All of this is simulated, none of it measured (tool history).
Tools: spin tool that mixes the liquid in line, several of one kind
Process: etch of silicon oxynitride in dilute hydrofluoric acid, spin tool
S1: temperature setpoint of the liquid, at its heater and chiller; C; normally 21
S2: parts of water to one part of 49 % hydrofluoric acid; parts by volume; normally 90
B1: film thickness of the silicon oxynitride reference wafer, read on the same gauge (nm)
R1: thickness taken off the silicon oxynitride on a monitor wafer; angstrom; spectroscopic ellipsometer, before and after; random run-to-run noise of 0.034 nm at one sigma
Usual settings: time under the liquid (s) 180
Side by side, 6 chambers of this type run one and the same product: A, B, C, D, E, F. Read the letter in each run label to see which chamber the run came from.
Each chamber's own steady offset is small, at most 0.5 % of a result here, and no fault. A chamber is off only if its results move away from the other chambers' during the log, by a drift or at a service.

Run 1A, hour 5.4: usual settings; B1 59.999. Result: R1 29.743 angstrom.
Run 2E, hour 9.2: usual settings; B1 59.994. Result: R1 29.088 angstrom.
Run 3F, hour 15.8: usual settings; B1 59.997. Result: R1 29.753 angstrom.
Run 4C, hour 20.4: usual settings; B1 59.985. Result: R1 29.968 angstrom.
Run 5D, hour 28: usual settings; B1 60.004. Result: R1 30.026 angstrom.
Run 6B, hour 36.2: usual settings; B1 60.008. Result: R1 30.168 angstrom.
Run 7E, hour 40.9: usual settings; B1 60. Result: R1 29.003 angstrom.
Run 8F, hour 45.1: usual settings but S1 18.5 C, S2 120 parts by volume; B1 60. Result: R1 19.273 angstrom.
At hour 46.7: chamber D: thermometer replaced.
Run 9C, hour 53.1: usual settings but S1 18.5 C, S2 120 parts by volume; B1 60.004. Result: R1 19.162 angstrom.
Run 10D, hour 57.8: usual settings but S1 18.5 C, S2 120 parts by volume; B1 59.997. Result: R1 19.452 angstrom.
Run 11A, hour 61.6: usual settings but S1 18.5 C, S2 120 parts by volume; B1 59.99. Result: R1 19.366 angstrom.
Run 12B, hour 66.8: usual settings but S1 18.5 C, S2 120 parts by volume; B1 59.987. Result: R1 19.246 angstrom.
Run 13F, hour 73: usual settings but S1 18.5 C, S2 120 parts by volume; B1 60.002. Result: R1 19.516 angstrom.
Run 14E, hour 77.2: usual settings; B1 59.991. Result: R1 29.047 angstrom.
Run 15D, hour 84.2: usual settings; B1 59.999. Result: R1 29.195 angstrom.
Run 16A, hour 90.4: usual settings; B1 59.994. Result: R1 29.137 angstrom.
Run 17C, hour 97: usual settings but S2 50 parts by volume; B1 59.997. Result: R1 53.835 angstrom.
Run 18B, hour 103.8: usual settings but S2 50 parts by volume; B1 59.991. Result: R1 55.101 angstrom.
Run 19A, hour 111: usual settings but S2 50 parts by volume; B1 60.004. Result: R1 55.409 angstrom.
Run 20B, hour 115.1: usual settings but S2 50 parts by volume; B1 60.013. Result: R1 55.725 angstrom.
Run 21F, hour 121.1: usual settings but S2 50 parts by volume; B1 60.006. Result: R1 55.217 angstrom.
Run 22C, hour 126.9: usual settings but S2 50 parts by volume; B1 59.989. Result: R1 54.281 angstrom.
Run 23D, hour 135: usual settings; B1 59.993. Result: R1 29.717 angstrom.
Run 24E, hour 142.5: usual settings; B1 59.993. Result: R1 29.756 angstrom.
Run 25F, hour 150.4: usual settings; B1 59.991. Result: R1 30.344 angstrom.
Run 26A, hour 155: usual settings; B1 59.994. Result: R1 29.189 angstrom.
Run 27E, hour 161.4: usual settings; B1 60.004. Result: R1 28.824 angstrom.
Run 28B, hour 166.9: usual settings; B1 60.007. Result: R1 29.591 angstrom.
Run 29C, hour 173.8: usual settings; B1 59.999. Result: R1 29.452 angstrom.
Run 30D, hour 178.3: usual settings; B1 59.989. Result: R1 29.621 angstrom.
Run 31E, hour 182.7: usual settings; B1 59.986. Result: R1 29.634 angstrom.
At hour 185.8: chamber A: thermometer replaced.
Run 32F, hour 188.9: usual settings; B1 59.98. Result: R1 30.014 angstrom.
Run 33C, hour 195.4: usual settings but S2 45 parts by volume; B1 59.984. Result: R1 61.413 angstrom.
Run 34D, hour 200.8: usual settings but S2 45 parts by volume; B1 60.013. Result: R1 61.191 angstrom.
Run 35B, hour 207.7: usual settings but S2 45 parts by volume; B1 59.994. Result: R1 62.939 angstrom.
Run 36A, hour 214.8: usual settings but S2 45 parts by volume; B1 59.985. Result: R1 61.19 angstrom.
Run 37B, hour 221.7: usual settings but S2 45 parts by volume; B1 59.996. Result: R1 61.822 angstrom.
Run 38D, hour 229.2: usual settings but S2 45 parts by volume; B1 59.99. Result: R1 61.29 angstrom.
Run 39C, hour 235.9: usual settings; B1 60.008. Result: R1 29.339 angstrom.
Run 40A, hour 242.8: usual settings but S1 23.5 C, time under the liquid (s) 275; B1 59.996. Result: R1 51.944 angstrom.
Run 41F, hour 248.9: usual settings but S1 23.5 C, time under the liquid (s) 275; B1 60. Result: R1 51.023 angstrom.
Run 42E, hour 253.7: usual settings but S1 23.5 C, time under the liquid (s) 275; B1 59.998. Result: R1 51.176 angstrom.
Run 43C, hour 259.4: usual settings but S1 23.5 C, time under the liquid (s) 275; B1 59.986. Result: R1 51.646 angstrom.

The same settings go to every chamber for the next run, one line per chamber below. Forecast the results for each:
Run 44A, hour 265.4: usual settings. Result: R1 ?.
Run 44B, hour 265.4: usual settings. Result: R1 ?.
Run 44C, hour 265.4: usual settings. Result: R1 ?.
Run 44D, hour 265.4: usual settings. Result: R1 ?.
Run 44E, hour 265.4: usual settings. Result: R1 ?.
Run 44F, hour 265.4: usual settings. Result: R1 ?.

run      R1
44A  29.572
44B  30.059
44C  29.803
44D  29.677
44E  29.509
44F  29.232

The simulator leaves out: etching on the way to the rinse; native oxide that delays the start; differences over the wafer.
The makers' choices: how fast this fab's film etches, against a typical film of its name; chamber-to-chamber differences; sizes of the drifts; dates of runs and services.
